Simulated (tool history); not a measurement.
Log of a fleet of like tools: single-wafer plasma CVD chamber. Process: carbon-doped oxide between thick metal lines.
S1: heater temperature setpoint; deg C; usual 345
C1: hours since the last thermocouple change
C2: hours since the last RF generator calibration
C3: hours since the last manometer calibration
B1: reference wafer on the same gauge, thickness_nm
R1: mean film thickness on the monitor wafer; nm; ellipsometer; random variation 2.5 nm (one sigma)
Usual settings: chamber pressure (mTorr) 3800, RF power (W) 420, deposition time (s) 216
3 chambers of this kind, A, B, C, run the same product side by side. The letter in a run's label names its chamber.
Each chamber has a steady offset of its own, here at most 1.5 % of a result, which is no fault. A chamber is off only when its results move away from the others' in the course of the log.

Run 1B, day 0.196: usual settings; C1 21.3; C2 1612.9; C3 776.8; B1 817.89. Result: R1 931.17 nm.
Run 2A, day 0.467: usual settings; C1 1990.7; C2 1824; C3 1881.6; B1 817.89. Result: R1 951.25 nm.
Run 3C, day 0.771: usual settings; C1 1523.6; C2 1410.1; C3 176.3; B1 817.97. Result: R1 945.15 nm.
Run 4B, day 0.908: usual settings; C1 38.4; C2 1630; C3 793.9; B1 817.8. Result: R1 929.97 nm.
Run 5C, day 1.158: usual settings; C1 1532.9; C2 1419.4; C3 185.6; B1 818.17. Result: R1 945.73 nm.
Run 6A, day 1.317: usual settings; C1 2011.1; C2 1844.4; C3 1902; B1 817.51. Result: R1 948.55 nm.
Run 7A, day 1.496: usual settings; C1 2015.4; C2 1848.7; C3 1906.3; B1 818.25. Result: R1 946.04 nm.
Run 8C, day 1.762: usual settings; C1 1547.4; C2 1433.9; C3 200.1; B1 817.79. Result: R1 941.29 nm.
Run 9B, day 1.988: usual settings; C1 64.3; C2 1655.9; C3 819.8; B1 817.93. Result: R1 933.62 nm.
Run 10B, day 2.138: usual settings; C1 67.9; C2 1659.5; C3 823.4; B1 818.26. Result: R1 927.51 nm.
Run 11A, day 2.308: usual settings; C1 2034.9; C2 1868.2; C3 1925.8; B1 817.41. Result: R1 947.91 nm.
Run 12C, day 2.467: usual settings; C1 1564.3; C2 1450.8; C3 217; B1 817.8. Result: R1 942.56 nm.
Run 13A, day 2.771: usual settings; C1 2046; C2 1879.3; C3 1936.9; B1 818.3. Result: R1 942.87 nm.
Run 14C, day 2.958: usual settings; C1 1576.1; C2 1462.6; C3 228.8; B1 817.37. Result: R1 943.12 nm.
Run 15B, day 3.2: usual settings; C1 93.4; C2 1685; C3 848.9; B1 818.31. Result: R1 930.66 nm.
Run 16C, day 3.421: usual settings; C1 1587.2; C2 1473.7; C3 239.9; B1 818.15. Result: R1 936.2 nm.
Run 17A, day 3.658: usual settings but S1 353 deg C, deposition time (s) 235; C1 2067.3; C2 1900.6; C3 1958.2; B1 818.14. Result: R1 1005.5 nm.
Run 18B, day 3.854: usual settings but S1 353 deg C, deposition time (s) 235; C1 109.1; C2 1700.7; C3 864.6; B1 818.69. Result: R1 993.16 nm.
Run 19C, day 4.117: usual settings but S1 353 deg C, deposition time (s) 235; C1 1603.9; C2 1490.4; C3 256.6; B1 818.25. Result: R1 996.76 nm.
Run 20A, day 4.292: usual settings; C1 2082.5; C2 1915.8; C3 1973.4; B1 818.02. Result: R1 942.63 nm.
Run 21B, day 4.488: usual settings; C1 124.3; C2 1715.9; C3 879.8; B1 818.08. Result: R1 934.84 nm.
Run 22B, day 4.633: usual settings; C1 127.8; C2 1719.4; C3 883.3; B1 817.53. Result: R1 928.07 nm.
Run 23A, day 4.892: usual settings; C1 2096.9; C2 1930.2; C3 1987.8; B1 818.04. Result: R1 944.52 nm.
Run 24C, day 5.112: usual settings; C1 1627.8; C2 1514.3; C3 280.5; B1 818.19. Result: R1 933.41 nm.
Run 25C, day 5.396: usual settings; C1 1634.6; C2 1521.1; C3 287.3; B1 818.83. Result: R1 930.09 nm.
Run 26A, day 5.621: usual settings; C1 2114.4; C2 1947.7; C3 2005.3; B1 818.17. Result: R1 947.26 nm.
Run 27B, day 5.783: usual settings but chamber pressure (mTorr) 4140, RF power (W) 450; C1 155.4; C2 1747; C3 910.9; B1 818.1. Result: R1 992.3 nm.
Run 28C, day 6.075: usual settings but chamber pressure (mTorr) 4140, RF power (W) 450; C1 1650.9; C2 1537.4; C3 303.6; B1 817.83. Result: R1 990.96 nm.
Run 29B, day 6.296: usual settings but chamber pressure (mTorr) 4140, RF power (W) 450; C1 167.7; C2 1759.3; C3 923.2; B1 817.94. Result: R1 993.23 nm.
Run 30A, day 6.467: usual settings; C1 2134.7; C2 1968; C3 2025.6; B1 817.17. Result: R1 942.12 nm.
Run 31A, day 6.646: usual settings; C1 2139; C2 1972.3; C3 2029.9; B1 818.15. Result: R1 949.08 nm.
Run 32B, day 6.925: usual settings; C1 182.8; C2 1774.4; C3 938.3; B1 818.13. Result: R1 931.08 nm.
Run 33C, day 7.125: usual settings; C1 1676.1; C2 1562.6; C3 328.8; B1 817.85. Result: R1 919.56 nm.
Run 34C, day 7.412: usual settings; C1 1683; C2 1569.5; C3 335.7; B1 818.06. Result: R1 925.3 nm.
At day 7.533: chamber B: capacitance manometer re-zeroed and calibrated.
Run 35B, day 7.621: usual settings; C1 199.5; C2 1791.1; C3 2.2; B1 817.8. Result: R1 929.2 nm.
Run 36A, day 7.788: usual settings; C1 2166.4; C2 1999.7; C3 2057.3; B1 817.98. Result: R1 943.6 nm.
Run 37C, day 7.996: usual settings; C1 1697; C2 1583.5; C3 349.7; B1 818.15. Result: R1 920.87 nm.
Run 38A, day 8.267: usual settings; C1 2177.9; C2 2011.2; C3 2068.8; B1 817.94. Result: R1 951.2 nm.
Run 39B, day 8.475: usual settings; C1 220; C2 1811.6; C3 22.7; B1 818.25. Result: R1 928.5 nm.
At day 8.6: chamber B: RF generator calibrated.
Run 40B, day 8.708: usual settings but RF power (W) 365, deposition time (s) 246; C1 225.6; C2 2.7; C3 28.3; B1 818.75. Result: R1 950.08 nm.
Run 41A, day 8.942: usual settings but RF power (W) 365, deposition time (s) 246; C1 2194.1; C2 2027.4; C3 2085; B1 817.78. Result: R1 969.69 nm.
Run 42C, day 9.171: usual settings but RF power (W) 365, deposition time (s) 246; C1 1725.2; C2 1611.7; C3 377.9; B1 818.12. Result: R1 939.43 nm.
Run 43C, day 9.4: usual settings; C1 1730.7; C2 1617.2; C3 383.4; B1 818.01. Result: R1 914.78 nm.

What goes on in this fleet: one chamber off, a drifting gauge, or nothing beyond the chambers' own small offsets? Name the chamber and the cause, if any.

Chamber C drifts away from the others.
Cause: delivered RF power below the setpoint (%) = 4.56.

Here are 4 candidates for chamber C's next run, each the usual settings with a change, their results left as question marks. Which one brings its results back in line with what the others give on the usual settings?
In line means no further than this from the other chambers' mean on the usual settings: R1 8.9 nm
Run 44C-1, day 9.625: usual settings but S1 354 deg C. Result: R1 ?.
Run 44C-2, day 9.625: usual settings but S1 336 deg C, chamber pressure (mTorr) 4290. Result: R1 ?.
Run 44C-3, day 9.625: usual settings but RF power (W) 425, deposition time (s) 220. Result: R1 ?.
Run 44C-4, day 9.625: usual settings but RF power (W) 410, deposition time (s) 210. Result: R1 ?.

The other chambers' mean on the usual settings: R1 938.34 nm
  run      R1
44C-1  893.65
44C-2  955.64
44C-3   939.7
44C-4  874.37
44C-3 brings the chamber back in line.

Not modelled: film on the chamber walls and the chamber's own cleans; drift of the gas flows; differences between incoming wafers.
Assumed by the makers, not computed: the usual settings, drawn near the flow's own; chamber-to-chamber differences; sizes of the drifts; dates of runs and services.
